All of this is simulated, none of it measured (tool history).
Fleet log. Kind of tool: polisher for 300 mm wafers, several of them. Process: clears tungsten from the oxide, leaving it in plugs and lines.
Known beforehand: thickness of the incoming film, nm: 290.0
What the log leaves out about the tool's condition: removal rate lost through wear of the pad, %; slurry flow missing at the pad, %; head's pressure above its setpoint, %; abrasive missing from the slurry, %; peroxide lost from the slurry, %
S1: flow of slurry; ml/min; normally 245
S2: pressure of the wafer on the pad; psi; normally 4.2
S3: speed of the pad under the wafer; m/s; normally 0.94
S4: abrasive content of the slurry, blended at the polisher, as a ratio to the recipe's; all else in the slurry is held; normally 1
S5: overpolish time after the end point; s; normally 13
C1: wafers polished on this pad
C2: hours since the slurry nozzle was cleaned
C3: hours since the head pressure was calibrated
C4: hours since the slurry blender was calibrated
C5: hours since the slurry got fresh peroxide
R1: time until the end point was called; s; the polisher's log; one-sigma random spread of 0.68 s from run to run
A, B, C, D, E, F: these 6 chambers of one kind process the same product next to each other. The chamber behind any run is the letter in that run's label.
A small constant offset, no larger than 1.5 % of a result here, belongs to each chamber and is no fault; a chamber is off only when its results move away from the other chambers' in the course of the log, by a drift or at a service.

| run | hour | S1 | S2 | S3 | S4 | S5 | C1 | C2 | C3 | C4 | C5 | R1 |
|---|---|---|---|---|---|---|---|---|---|---|---|---|
|  | 0.9 | chamber D: worn pad replaced by a new one |
|  | 4 | chamber C: slurry tank refilled with fresh slurry and peroxide |
| 1E | 8.7 | 245 | 4.2 | 0.94 | 1 | 13 | 226 | 300.2 | 752.4 | 137.5 | 92.1 | 59.189 |
|  | 14 | chamber F: slurry tank refilled with fresh slurry and peroxide |
| 2A | 14.1 | 245 | 4.2 | 0.94 | 1 | 13 | 574 | 598.7 | 435.8 | 59.8 | 51 | 58.745 |
|  | 14.7 | chamber E: slurry blender recalibrated |
|  | 20.3 | chamber E: slurry tank refilled with fresh slurry and peroxide |
| 3D | 22.5 | 245 | 4.2 | 0.94 | 1 | 13 | 135 | 505.1 | 743.3 | 48.3 | 67.6 | 58.447 |
|  | 24.9 | chamber A: slurry tank refilled with fresh slurry and peroxide |
| 4F | 27.5 | 245 | 4.2 | 0.94 | 1 | 13 | 526 | 377.7 | 130.8 | 99.9 | 13.5 | 59.729 |
| 5B | 35.6 | 245 | 4.2 | 0.94 | 1 | 13 | 731 | 65.3 | 67.8 | 140.4 | 59.9 | 58.242 |
| 6C | 40.8 | 245 | 4.2 | 0.94 | 1 | 18 | 1525 | 526.8 | 601.6 | 167.5 | 36.9 | 58.589 |
|  | 41.1 | chamber C: worn pad replaced by a new one |
| 7C | 47.4 | 245 | 4.2 | 0.94 | 1 | 18 | 39 | 533.4 | 608.2 | 174.1 | 43.5 | 58.733 |
|  | 48.5 | chamber F: worn pad replaced by a new one |
| 8E | 52.3 | 245 | 4.2 | 0.94 | 1 | 18 | 499 | 343.8 | 796 | 37.7 | 32.1 | 58.788 |
|  | 52.4 | chamber D: slurry nozzle cleaned |
| 9A | 61.1 | 245 | 4.2 | 0.94 | 1 | 18 | 869 | 645.7 | 482.8 | 106.8 | 36.3 | 58.093 |
|  | 62.8 | chamber A: slurry nozzle cleaned |
| 10B | 69.9 | 245 | 4.2 | 0.94 | 1 | 18 | 946 | 99.6 | 102.1 | 174.7 | 94.2 | 58.334 |
| 11F | 76.2 | 245 | 4.2 | 0.94 | 1 | 18 | 173 | 426.4 | 179.5 | 148.6 | 62.2 | 59.692 |
| 12D | 81.1 | 245 | 4.2 | 0.94 | 1 | 13 | 502 | 28.7 | 801.9 | 106.9 | 126.2 | 58.558 |
| 13D | 86.4 | 245 | 4.2 | 0.94 | 1 | 13 | 535 | 34 | 807.2 | 112.2 | 131.5 | 59.195 |
|  | 86.5 | chamber A: slurry tank refilled with fresh slurry and peroxide |
| 14E | 91 | 245 | 4.2 | 0.94 | 1 | 13 | 741 | 382.5 | 834.7 | 76.4 | 70.8 | 60.061 |
|  | 95.8 | chamber C: slurry tank refilled with fresh slurry and peroxide |
|  | 97.2 | chamber B: slurry tank refilled with fresh slurry and peroxide |
| 15B | 97.3 | 245 | 4.2 | 0.94 | 1 | 13 | 1118 | 127 | 129.5 | 202.1 | 0.1 | 58.343 |
| 16C | 106.8 | 245 | 4.2 | 0.94 | 1 | 13 | 411 | 592.8 | 667.6 | 233.5 | 11.1 | 59.262 |
|  | 111 | chamber F: slurry tank refilled with fresh slurry and peroxide |
| 17A | 115.9 | 245 | 4.2 | 0.94 | 1 | 13 | 1212 | 53.1 | 537.6 | 161.6 | 29.4 | 59.303 |
|  | 121.5 | chamber B: worn pad replaced by a new one |
|  | 124.5 | chamber A: worn pad replaced by a new one |
| 18F | 124.6 | 245 | 4.2 | 0.94 | 1 | 13 | 477 | 474.8 | 227.9 | 197 | 13.7 | 59.16 |
|  | 129.7 | chamber D: worn pad replaced by a new one |
|  | 131.7 | chamber E: worn pad replaced by a new one |
| 19C | 131.7 | 295 | 3.5 | 0.94 | 1 | 13 | 567 | 617.7 | 692.5 | 258.4 | 36 | 68.45 |
|  | 137.7 | chamber E: slurry blender recalibrated |
|  | 141 | chamber A: slurry tank refilled with fresh slurry and peroxide |
| 20F | 141.3 | 295 | 3.5 | 0.94 | 1 | 13 | 581 | 491.5 | 244.6 | 213.7 | 30.4 | 70.267 |
|  | 145.9 | chamber E: slurry tank refilled with fresh slurry and peroxide |
| 21B | 148.6 | 295 | 3.5 | 0.94 | 1 | 13 | 170 | 178.3 | 180.8 | 253.4 | 51.4 | 68.311 |
|  | 149.6 | chamber F: worn pad replaced by a new one |
| 22D | 156.3 | 295 | 3.5 | 0.94 | 1 | 13 | 167 | 103.9 | 877.1 | 182.1 | 201.4 | 72.796 |
| 23E | 165.9 | 295 | 3.5 | 0.94 | 1 | 13 | 214 | 457.4 | 909.6 | 28.2 | 20.1 | 70.689 |
|  | 169.7 | chamber A: slurry blender recalibrated |
| 24A | 170.9 | 295 | 3.5 | 0.94 | 1 | 13 | 291 | 108.1 | 592.6 | 1.3 | 30 | 70.352 |
|  | 171.3 | chamber C: slurry blender recalibrated |
| 25B | 179.6 | 245 | 4.2 | 0.94 | 1 | 13 | 364 | 209.3 | 211.8 | 284.4 | 82.4 | 57.461 |
| 26E | 185.2 | 245 | 4.2 | 0.94 | 1 | 13 | 335 | 476.7 | 928.9 | 47.5 | 39.4 | 59.74 |
|  | 185.4 | chamber B: slurry blender recalibrated |
|  | 187 | chamber D: slurry blender recalibrated |
|  | 187.4 | chamber C: head pressure recalibrated |
| 27A | 191.9 | 245 | 4.2 | 0.94 | 1 | 13 | 422 | 129.1 | 613.6 | 22.3 | 51 | 58.042 |
|  | 193.8 | chamber A: slurry tank refilled with fresh slurry and peroxide |
|  | 198.5 | chamber C: slurry tank refilled with fresh slurry and peroxide |
| 28C | 199.2 | 245 | 4.2 | 0.94 | 1 | 13 | 990 | 685.2 | 11.8 | 27.9 | 0.8 | 60.524 |
| 29F | 204.2 | 245 | 4.2 | 0.94 | 1 | 13 | 342 | 554.4 | 307.5 | 276.6 | 93.3 | 59.185 |
|  | 211.3 | chamber F: slurry tank refilled with fresh slurry and peroxide |
| 30D | 212.9 | 245 | 4.2 | 0.94 | 1 | 13 | 521 | 160.5 | 933.7 | 25.9 | 258 | 62.666 |
|  | 215.3 | chamber F: slurry blender recalibrated |
|  | 217.5 | chamber B: slurry tank refilled with fresh slurry and peroxide |
| 31E | 222 | 245 | 4.2 | 0.94 | 1 | 13 | 566 | 513.5 | 965.7 | 84.3 | 76.2 | 59.792 |
| 32B | 230.7 | 245 | 4.2 | 0.94 | 1 | 13 | 684 | 260.4 | 262.9 | 45.4 | 13.2 | 59.576 |
|  | 233.7 | chamber D: worn pad replaced by a new one |
| 33D | 240.1 | 245 | 4.2 | 0.94 | 1 | 13 | 40 | 187.7 | 960.9 | 53.1 | 285.2 | 64.481 |
|  | 242.4 | chamber C: slurry nozzle cleaned |
|  | 244.4 | chamber A: slurry tank refilled with fresh slurry and peroxide |
| 34A | 248.3 | 245 | 4.2 | 0.94 | 1 | 13 | 776 | 185.5 | 670 | 78.7 | 4 | 57.925 |
|  | 251.7 | chamber F: worn pad replaced by a new one |
| 35F | 256.5 | 245 | 4.2 | 0.94 | 1 | 13 | 30 | 606.7 | 359.8 | 41.3 | 45.2 | 59.1 |
| 36C | 261.3 | 245 | 4.2 | 0.94 | 1 | 13 | 1379 | 18.9 | 73.9 | 90 | 62.9 | 59.527 |
| 37D | 268.1 | 245 | 4.2 | 0.94 | 1 | 13 | 215 | 215.7 | 988.9 | 81.1 | 313.2 | 64.664 |
| 38A | 274.9 | 245 | 4.2 | 0.94 | 1 | 13 | 942 | 212.1 | 696.6 | 105.3 | 30.6 | 57.431 |

For the next run the whole fleet of 6 chambers uses the same settings. Give each chamber's results:
| 39A | 281.9 | 245 | 3.2 | 0.94 | 1 | 13 |  |  |  |  |  | ? |
| 39B | 281.9 | 245 | 3.2 | 0.94 | 1 | 13 |  |  |  |  |  | ? |
| 39C | 281.9 | 245 | 3.2 | 0.94 | 1 | 13 |  |  |  |  |  | ? |
| 39D | 281.9 | 245 | 3.2 | 0.94 | 1 | 13 |  |  |  |  |  | ? |
| 39E | 281.9 | 245 | 3.2 | 0.94 | 1 | 13 |  |  |  |  |  | ? |
| 39F | 281.9 | 245 | 3.2 | 0.94 | 1 | 13 |  |  |  |  |  | ? |

| run | R1 |
|---|---|
| 39A | 77.181 |
| 39B | 76.332 |
| 39C | 76.829 |
| 39D | 87.051 |
| 39E | 78.647 |
| 39F | 78.567 |
